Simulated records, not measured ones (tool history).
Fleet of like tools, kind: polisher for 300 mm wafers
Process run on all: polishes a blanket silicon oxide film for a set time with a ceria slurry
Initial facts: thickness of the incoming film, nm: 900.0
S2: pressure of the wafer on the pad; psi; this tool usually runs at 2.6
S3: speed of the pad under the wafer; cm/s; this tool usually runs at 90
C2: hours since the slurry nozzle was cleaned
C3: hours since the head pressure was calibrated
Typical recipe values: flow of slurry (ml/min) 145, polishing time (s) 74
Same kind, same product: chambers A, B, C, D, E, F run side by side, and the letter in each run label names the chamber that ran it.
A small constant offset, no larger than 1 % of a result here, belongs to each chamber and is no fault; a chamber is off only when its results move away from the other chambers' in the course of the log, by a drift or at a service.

At day 0.058: chamber D: worn pad replaced by a new one.
Run 1D, day 0.15: usual settings; wafers polished on this pad 28; C2 119.7; C3 444.8. Result: film removed (Å) 2149.
At day 0.162: chamber A: worn pad replaced by a new one.
Run 2C, day 0.3: usual settings; wafers polished on this pad 234; C2 79.4; C3 746.2. Result: film removed (Å) 2097.1.
Run 3F, day 0.471: usual settings; wafers polished on this pad 695; C2 576.7; C3 155.6. Result: film removed (Å) 2070.5.
At day 0.583: chamber F: worn pad replaced by a new one.
Run 4A, day 0.583: usual settings; wafers polished on this pad 128; C2 18; C3 170. Result: film removed (Å) 2112.3.
Run 5E, day 0.762: usual settings; wafers polished on this pad 260; C2 139.4; C3 463.6. Result: film removed (Å) 2105.5.
Run 6B, day 0.896: usual settings; wafers polished on this pad 612; C2 39.9; C3 537.8. Result: film removed (Å) 2134.2.
Run 7F, day 1.075: usual settings; wafers polished on this pad 150; C2 591.2; C3 170.1. Result: film removed (Å) 2110.9.
Run 8D, day 1.2: usual settings but polishing time (s) 63; wafers polished on this pad 348; C2 144.9; C3 470. Result: film removed (Å) 1780.
Run 9C, day 1.292: usual settings but polishing time (s) 63; wafers polished on this pad 536; C2 103.2; C3 770. Result: film removed (Å) 1793.6.
Run 10A, day 1.467: usual settings but polishing time (s) 63; wafers polished on this pad 398; C2 39.2; C3 191.2. Result: film removed (Å) 1793.
Run 11B, day 1.633: usual settings but polishing time (s) 63; wafers polished on this pad 837; C2 57.6; C3 555.5. Result: film removed (Å) 1801.1.
Run 12E, day 1.721: usual settings but polishing time (s) 63; wafers polished on this pad 553; C2 162.4; C3 486.6. Result: film removed (Å) 1746.7.
Run 13A, day 1.875: usual settings but polishing time (s) 63; wafers polished on this pad 522; C2 49; C3 201. Result: film removed (Å) 1796.8.
Run 14E, day 2: usual settings; wafers polished on this pad 638; C2 169.1; C3 493.3. Result: film removed (Å) 2064.7.
Run 15B, day 2.112: usual settings; wafers polished on this pad 983; C2 69.1; C3 567. Result: film removed (Å) 2118.5.
Run 16F, day 2.292: usual settings but polishing time (s) 63; wafers polished on this pad 521; C2 620.4; C3 199.3. Result: film removed (Å) 1790.2.
Run 17C, day 2.454: usual settings but polishing time (s) 63; wafers polished on this pad 890; C2 131.1; C3 797.9. Result: film removed (Å) 1809.7.
At day 2.458: chamber B: worn pad replaced by a new one.
At day 2.471: chamber F: worn pad replaced by a new one.
At day 2.475: chamber C: worn pad replaced by a new one.
Run 18D, day 2.554: usual settings but polishing time (s) 63; wafers polished on this pad 761; C2 177.4; C3 502.5. Result: film removed (Å) 1794.3.
Run 19A, day 2.704: usual settings but polishing time (s) 63; wafers polished on this pad 775; C2 68.9; C3 220.9. Result: film removed (Å) 1791.
Run 20E, day 2.812: usual settings but polishing time (s) 63; wafers polished on this pad 885; C2 188.6; C3 512.8. Result: film removed (Å) 1742.1.
Run 21F, day 2.904: usual settings but polishing time (s) 63; wafers polished on this pad 132; C2 635.1; C3 214. Result: film removed (Å) 1801.1.
Run 22B, day 3.079: usual settings but flow of slurry (ml/min) 170, polishing time (s) 83; wafers polished on this pad 190; C2 92.3; C3 590.2. Result: film removed (Å) 2434.2.
Run 23C, day 3.171: usual settings but flow of slurry (ml/min) 170, polishing time (s) 83; wafers polished on this pad 212; C2 148.3; C3 815.1. Result: film removed (Å) 2393.7.
Run 24D, day 3.296: usual settings but flow of slurry (ml/min) 170, polishing time (s) 83; wafers polished on this pad 987; C2 195.2; C3 520.3. Result: film removed (Å) 2443.5.
Run 25C, day 3.396: usual settings but flow of slurry (ml/min) 170, polishing time (s) 83; wafers polished on this pad 281; C2 153.7; C3 820.5. Result: film removed (Å) 2399.5.
Run 26F, day 3.525: usual settings but flow of slurry (ml/min) 170, polishing time (s) 83; wafers polished on this pad 321; C2 650; C3 228.9. Result: film removed (Å) 2440.6.
Run 27E, day 3.662: usual settings but flow of slurry (ml/min) 170, polishing time (s) 83; wafers polished on this pad 1144; C2 209; C3 533.2. Result: film removed (Å) 2314.4.
Run 28B, day 3.792: usual settings; wafers polished on this pad 407; C2 109.4; C3 607.3. Result: film removed (Å) 2100.9.
Run 29D, day 3.929: usual settings; wafers polished on this pad 1180; C2 210.4; C3 535.5. Result: film removed (Å) 2101.5.
At day 4.05: chamber D: worn pad replaced by a new one.
At day 4.071: chamber A: worn pad replaced by a new one.
Run 30A, day 4.108: usual settings; wafers polished on this pad 11; C2 102.6; C3 254.6. Result: film removed (Å) 2115.4.
Run 31B, day 4.208: usual settings; wafers polished on this pad 534; C2 119.4; C3 617.3. Result: film removed (Å) 2140.2.
Run 32D, day 4.383: usual settings; wafers polished on this pad 102; C2 221.3; C3 546.4. Result: film removed (Å) 2092.6.
Run 33F, day 4.525: usual settings; wafers polished on this pad 626; C2 674; C3 252.9. Result: film removed (Å) 2088.2.
Run 34C, day 4.638: usual settings; wafers polished on this pad 659; C2 183.5; C3 850.3. Result: film removed (Å) 2101.9.
Run 35A, day 4.821: usual settings but flow of slurry (ml/min) 165, polishing time (s) 63; wafers polished on this pad 229; C2 119.7; C3 271.7. Result: film removed (Å) 1793.4.
At day 4.858: chamber F: worn pad replaced by a new one.
Run 36E, day 4.925: usual settings but flow of slurry (ml/min) 165, polishing time (s) 63; wafers polished on this pad 1529; C2 239.3; C3 563.5. Result: film removed (Å) 1737.5.
Run 37C, day 5.021: usual settings but flow of slurry (ml/min) 165, polishing time (s) 63; wafers polished on this pad 776; C2 192.7; C3 859.5. Result: film removed (Å) 1800.9.
At day 5.042: chamber E: worn pad replaced by a new one.
Run 38B, day 5.154: usual settings but flow of slurry (ml/min) 165, polishing time (s) 63; wafers polished on this pad 823; C2 142.1; C3 640. Result: film removed (Å) 1855.5.
Run 39A, day 5.321: usual settings but flow of slurry (ml/min) 165, polishing time (s) 63; wafers polished on this pad 381; C2 131.7; C3 283.7. Result: film removed (Å) 1826.4.
Run 40E, day 5.421: usual settings but flow of slurry (ml/min) 165, polishing time (s) 63; wafers polished on this pad 115; C2 251.2; C3 575.4. Result: film removed (Å) 1731.8.
Run 41F, day 5.521: usual settings; wafers polished on this pad 202; C2 697.9; C3 276.8. Result: film removed (Å) 2106.3.

All chambers now run identical settings, listed one chamber a line with results as question marks. What results will each chamber show?
Run 42A, day 5.654: usual settings. Result: film removed (Å) ?.
Run 42B, day 5.654: usual settings. Result: film removed (Å) ?.
Run 42C, day 5.654: usual settings. Result: film removed (Å) ?.
Run 42D, day 5.654: usual settings. Result: film removed (Å) ?.
Run 42E, day 5.654: usual settings. Result: film removed (Å) ?.
Run 42F, day 5.654: usual settings. Result: film removed (Å) ?.

run  film removed (Å)
42A            2086.3
42B            2102.2
42C            2083.2
42D            2126.4
42E            2003.6
42F            2139.8

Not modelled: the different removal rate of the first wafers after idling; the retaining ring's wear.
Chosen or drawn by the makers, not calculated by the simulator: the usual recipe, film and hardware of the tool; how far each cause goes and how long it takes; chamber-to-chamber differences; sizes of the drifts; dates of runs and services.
